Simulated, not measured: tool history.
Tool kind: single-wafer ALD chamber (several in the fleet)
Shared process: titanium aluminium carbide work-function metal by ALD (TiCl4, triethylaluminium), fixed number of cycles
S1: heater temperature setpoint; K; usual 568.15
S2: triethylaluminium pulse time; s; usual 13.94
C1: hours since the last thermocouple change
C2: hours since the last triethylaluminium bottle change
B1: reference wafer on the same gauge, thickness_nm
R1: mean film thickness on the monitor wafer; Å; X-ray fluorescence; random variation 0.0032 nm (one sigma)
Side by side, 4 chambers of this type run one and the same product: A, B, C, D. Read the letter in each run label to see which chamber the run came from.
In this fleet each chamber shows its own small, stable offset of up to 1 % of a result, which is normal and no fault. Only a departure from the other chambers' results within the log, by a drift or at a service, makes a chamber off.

Run 1B, hour 15.3: usual settings; C1 668.0; C2 401.5; B1 2.0697. Result: R1 19.947 Å.
Run 2C, hour 25.2: usual settings; C1 1024.1; C2 298.6; B1 2.0692. Result: R1 20.016 Å.
Run 3D, hour 41.9: usual settings; C1 1254.8; C2 877.5; B1 2.0697. Result: R1 20.129 Å.
Run 4A, hour 51.1: usual settings; C1 135.8; C2 61.5; B1 2.0677. Result: R1 20.077 Å.
Run 5B, hour 63.8: usual settings but S2 18.13 s; C1 716.5; C2 450.0; B1 2.0683. Result: R1 20.117 Å.
Run 6A, hour 77.2: usual settings but S2 18.13 s; C1 161.9; C2 87.6; B1 2.0680. Result: R1 20.181 Å.
Run 7C, hour 85.6: usual settings but S2 18.13 s; C1 1084.5; C2 359.0; B1 2.0672. Result: R1 20.114 Å.
Run 8D, hour 94.1: usual settings but S2 18.13 s; C1 1307.0; C2 929.7; B1 2.0671. Result: R1 20.249 Å.
Run 9B, hour 105.1: usual settings but S1 559.15 K; C1 757.8; C2 491.3; B1 2.0665. Result: R1 19.218 Å.
Run 10D, hour 118.4: usual settings but S1 559.15 K; C1 1331.3; C2 954.0; B1 2.0669. Result: R1 19.295 Å.
Run 11A, hour 127.8: usual settings but S1 559.15 K; C1 212.5; C2 138.2; B1 2.0658. Result: R1 19.323 Å.
Run 12C, hour 141.0: usual settings but S1 559.15 K; C1 1139.9; C2 414.4; B1 2.0661. Result: R1 19.113 Å.
Run 13D, hour 150.3: usual settings; C1 1363.2; C2 985.9; B1 2.0637. Result: R1 20.134 Å.
Run 14A, hour 165.2: usual settings; C1 249.9; C2 175.6; B1 2.0649. Result: R1 20.054 Å.
Run 15B, hour 174.8: usual settings; C1 827.5; C2 561.0; B1 2.0645. Result: R1 20.033 Å.
At hour 177.4: chamber C: thermocouple changed; heater temperature recalibrated.
Run 16C, hour 188.7: usual settings; C1 11.3; C2 462.1; B1 2.0640. Result: R1 19.928 Å.
Run 17B, hour 199.5: usual settings; C1 852.2; C2 585.7; B1 2.0629. Result: R1 19.965 Å.
Run 18C, hour 209.4: usual settings; C1 32.0; C2 482.8; B1 2.0633. Result: R1 19.910 Å.
Run 19A, hour 220.8: usual settings; C1 305.5; C2 231.2; B1 2.0619. Result: R1 20.039 Å.
Run 20D, hour 232.3: usual settings; C1 1445.2; C2 1067.9; B1 2.0624. Result: R1 20.042 Å.
Run 21C, hour 246.0: usual settings; C1 68.6; C2 519.4; B1 2.0618. Result: R1 19.938 Å.
Run 22A, hour 258.0: usual settings; C1 342.7; C2 268.4; B1 2.0615. Result: R1 20.025 Å.
At hour 258.4: chamber B: thermocouple changed; heater temperature recalibrated.
Run 23B, hour 271.8: usual settings; C1 13.5; C2 658.0; B1 2.0615. Result: R1 19.938 Å.
Run 24D, hour 279.3: usual settings; C1 1492.2; C2 1114.9; B1 2.0596. Result: R1 20.120 Å.
Run 25D, hour 288.7: usual settings; C1 1501.6; C2 1124.3; B1 2.0595. Result: R1 20.126 Å.
Run 26C, hour 298.2: usual settings; C1 120.8; C2 571.6; B1 2.0596. Result: R1 19.884 Å.
Run 27A, hour 313.9: usual settings; C1 398.6; C2 324.3; B1 2.0602. Result: R1 20.032 Å.
Run 28B, hour 328.8: usual settings; C1 70.5; C2 715.0; B1 2.0587. Result: R1 19.950 Å.
Run 29C, hour 339.5: usual settings; C1 162.1; C2 612.9; B1 2.0592. Result: R1 19.833 Å.
Run 30B, hour 350.0: usual settings; C1 91.7; C2 736.2; B1 2.0577. Result: R1 19.880 Å.
Run 31A, hour 359.8: usual settings; C1 444.5; C2 370.2; B1 2.0584. Result: R1 19.967 Å.
Run 32D, hour 367.8: usual settings; C1 1580.7; C2 1203.4; B1 2.0578. Result: R1 20.036 Å.
Run 33B, hour 382.6: usual settings; C1 124.3; C2 768.8; B1 2.0579. Result: R1 19.880 Å.
Run 34A, hour 391.3: usual settings; C1 476.0; C2 401.7; B1 2.0569. Result: R1 19.952 Å.
Run 35D, hour 401.1: usual settings but S1 578.15 K, S2 16.64 s; C1 1614.0; C2 1236.7; B1 2.0565. Result: R1 21.078 Å.
Run 36C, hour 411.0: usual settings but S1 578.15 K, S2 16.64 s; C1 233.6; C2 684.4; B1 2.0569. Result: R1 20.873 Å.

One chamber off, gauge drift, or nothing amiss beyond the chambers' own small offsets? If it is a chamber, which one, and what is the likeliest cause?

The gauge drifts, so all chambers seem to drift together. No chamber is off.
Cause: gauge reads low (%) = 0.666.

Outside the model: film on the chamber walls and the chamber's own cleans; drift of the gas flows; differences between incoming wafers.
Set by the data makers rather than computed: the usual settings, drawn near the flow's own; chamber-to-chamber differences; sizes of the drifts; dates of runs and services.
